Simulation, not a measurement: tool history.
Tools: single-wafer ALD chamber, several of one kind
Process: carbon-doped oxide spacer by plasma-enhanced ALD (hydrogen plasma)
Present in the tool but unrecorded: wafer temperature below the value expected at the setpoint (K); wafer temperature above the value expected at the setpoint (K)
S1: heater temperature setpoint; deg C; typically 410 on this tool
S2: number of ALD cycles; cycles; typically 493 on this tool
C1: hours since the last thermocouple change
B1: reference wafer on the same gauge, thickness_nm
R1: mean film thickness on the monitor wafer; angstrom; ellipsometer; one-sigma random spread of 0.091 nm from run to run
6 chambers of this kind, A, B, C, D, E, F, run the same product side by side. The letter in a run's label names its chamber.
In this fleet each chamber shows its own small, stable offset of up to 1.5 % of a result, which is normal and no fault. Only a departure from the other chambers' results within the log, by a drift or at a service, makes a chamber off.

{"run": "1F", "hour": 6.9, "S1": 410, "S2": 493, "C1": 718.1, "B1": 20.993, "R1": 238.66}
{"run": "2D", "hour": 14.2, "S1": 410, "S2": 493, "C1": 698.3, "B1": 20.992, "R1": 240.94}
{"run": "3B", "hour": 21.5, "S1": 410, "S2": 493, "C1": 1696.0, "B1": 21.001, "R1": 236.65}
{"run": "4E", "hour": 28.7, "S1": 410, "S2": 493, "C1": 539.0, "B1": 21.002, "R1": 238.14}
{"run": "5A", "hour": 37.8, "S1": 410, "S2": 493, "C1": 2171.2, "B1": 21.006, "R1": 239.26}
{"run": "6C", "hour": 45.9, "S1": 410, "S2": 493, "C1": 1151.2, "B1": 20.982, "R1": 235.88}
{"run": "7D", "hour": 56.1, "S1": 418, "S2": 581, "C1": 740.2, "B1": 21.003, "R1": 277.4}
{"run": "8C", "hour": 61.7, "S1": 418, "S2": 581, "C1": 1167.0, "B1": 20.979, "R1": 270.8}
{"run": "9A", "hour": 68.7, "S1": 418, "S2": 581, "C1": 2202.1, "B1": 21.0, "R1": 275.36}
{"run": "10F", "hour": 74.0, "S1": 418, "S2": 581, "C1": 785.2, "B1": 21.003, "R1": 275.49}
{"run": "11E", "hour": 84.8, "S1": 418, "S2": 581, "C1": 595.1, "B1": 20.996, "R1": 274.44}
{"run": "12B", "hour": 93.1, "S1": 418, "S2": 581, "C1": 1767.6, "B1": 20.983, "R1": 272.04}
{"run": "13F", "hour": 99.8, "S1": 410, "S2": 493, "C1": 811.0, "B1": 20.982, "R1": 236.64}
{"run": "14A", "hour": 106.1, "S1": 410, "S2": 493, "C1": 2239.5, "B1": 20.984, "R1": 239.62}
{"run": "15B", "hour": 111.2, "S1": 410, "S2": 493, "C1": 1785.7, "B1": 21.005, "R1": 238.71}
{"run": "16C", "hour": 122.3, "S1": 410, "S2": 493, "C1": 1227.6, "B1": 21.003, "R1": 235.72}
{"run": "17D", "hour": 128.4, "S1": 410, "S2": 493, "C1": 812.5, "B1": 21.006, "R1": 240.52}
{"run": "18E", "hour": 136.0, "S1": 410, "S2": 493, "C1": 646.3, "B1": 20.998, "R1": 237.71}
{"run": "19D", "hour": 143.8, "S1": 410, "S2": 493, "C1": 827.9, "B1": 21.012, "R1": 240.48}
{"run": "20F", "hour": 149.6, "S1": 410, "S2": 493, "C1": 860.8, "B1": 20.998, "R1": 238.85}
{"run": "21B", "hour": 159.9, "S1": 410, "S2": 493, "C1": 1834.4, "B1": 20.975, "R1": 236.16}
{"run": "22A", "hour": 169.9, "S1": 417, "S2": 462, "C1": 2303.3, "B1": 20.996, "R1": 219.62}
{"run": "23E", "hour": 179.7, "S1": 417, "S2": 462, "C1": 690.0, "B1": 21.018, "R1": 216.69}
{"run": "24C", "hour": 187.5, "S1": 417, "S2": 462, "C1": 1292.8, "B1": 20.984, "R1": 215.98}
{"run": "25B", "hour": 195.8, "S1": 417, "S2": 462, "C1": 1870.3, "B1": 21.023, "R1": 215.76}
{"run": "26E", "hour": 201.0, "S1": 417, "S2": 462, "C1": 711.3, "B1": 20.999, "R1": 218.87}
{"run": "27D", "hour": 205.9, "S1": 417, "S2": 462, "C1": 890.0, "B1": 21.016, "R1": 220.06}
{"run": "28F", "hour": 214.3, "S1": 410, "S2": 493, "C1": 925.5, "B1": 21.005, "R1": 239.19}
{"run": "29A", "hour": 219.8, "S1": 410, "S2": 493, "C1": 2353.2, "B1": 21.002, "R1": 240.29}
{"run": "30C", "hour": 226.8, "S1": 410, "S2": 493, "C1": 1332.1, "B1": 20.983, "R1": 236.35}
{"hour": 234.3, "done": "chamber B: thermocouple changed; heater temperature recalibrated"}
{"run": "31F", "hour": 234.6, "S1": 410, "S2": 493, "C1": 945.8, "B1": 20.997, "R1": 236.8}
{"run": "32C", "hour": 241.7, "S1": 410, "S2": 493, "C1": 1347.0, "B1": 21.008, "R1": 237.05}
{"run": "33A", "hour": 246.5, "S1": 405, "S2": 447, "C1": 2379.9, "B1": 21.018, "R1": 219.85}
{"run": "34E", "hour": 253.4, "S1": 405, "S2": 447, "C1": 763.7, "B1": 21.01, "R1": 217.17}
{"run": "35B", "hour": 262.0, "S1": 405, "S2": 447, "C1": 27.7, "B1": 20.982, "R1": 218.73}
{"run": "36D", "hour": 267.5, "S1": 405, "S2": 447, "C1": 951.6, "B1": 21.0, "R1": 221.05}
{"run": "37F", "hour": 276.1, "S1": 405, "S2": 447, "C1": 987.3, "B1": 20.981, "R1": 219.57}
{"run": "38E", "hour": 284.4, "S1": 405, "S2": 447, "C1": 794.7, "B1": 20.984, "R1": 219.33}
{"run": "39B", "hour": 293.8, "S1": 410, "S2": 493, "C1": 59.5, "B1": 21.007, "R1": 235.68}
{"run": "40A", "hour": 303.8, "S1": 410, "S2": 493, "C1": 2437.2, "B1": 20.993, "R1": 240.84}
{"run": "41C", "hour": 309.0, "S1": 410, "S2": 493, "C1": 1414.3, "B1": 20.993, "R1": 234.38}
{"run": "42D", "hour": 319.7, "S1": 410, "S2": 493, "C1": 1003.8, "B1": 20.998, "R1": 240.48}

Decide between three cases: one chamber stands off from its peers, the gauge reading all wafers drifts, or nothing is wrong past each chamber's small offset. Where a chamber is off, say which and what most likely put it there.

Neither any chamber nor the gauge drifts; the chambers differ only by their own small, steady offsets.
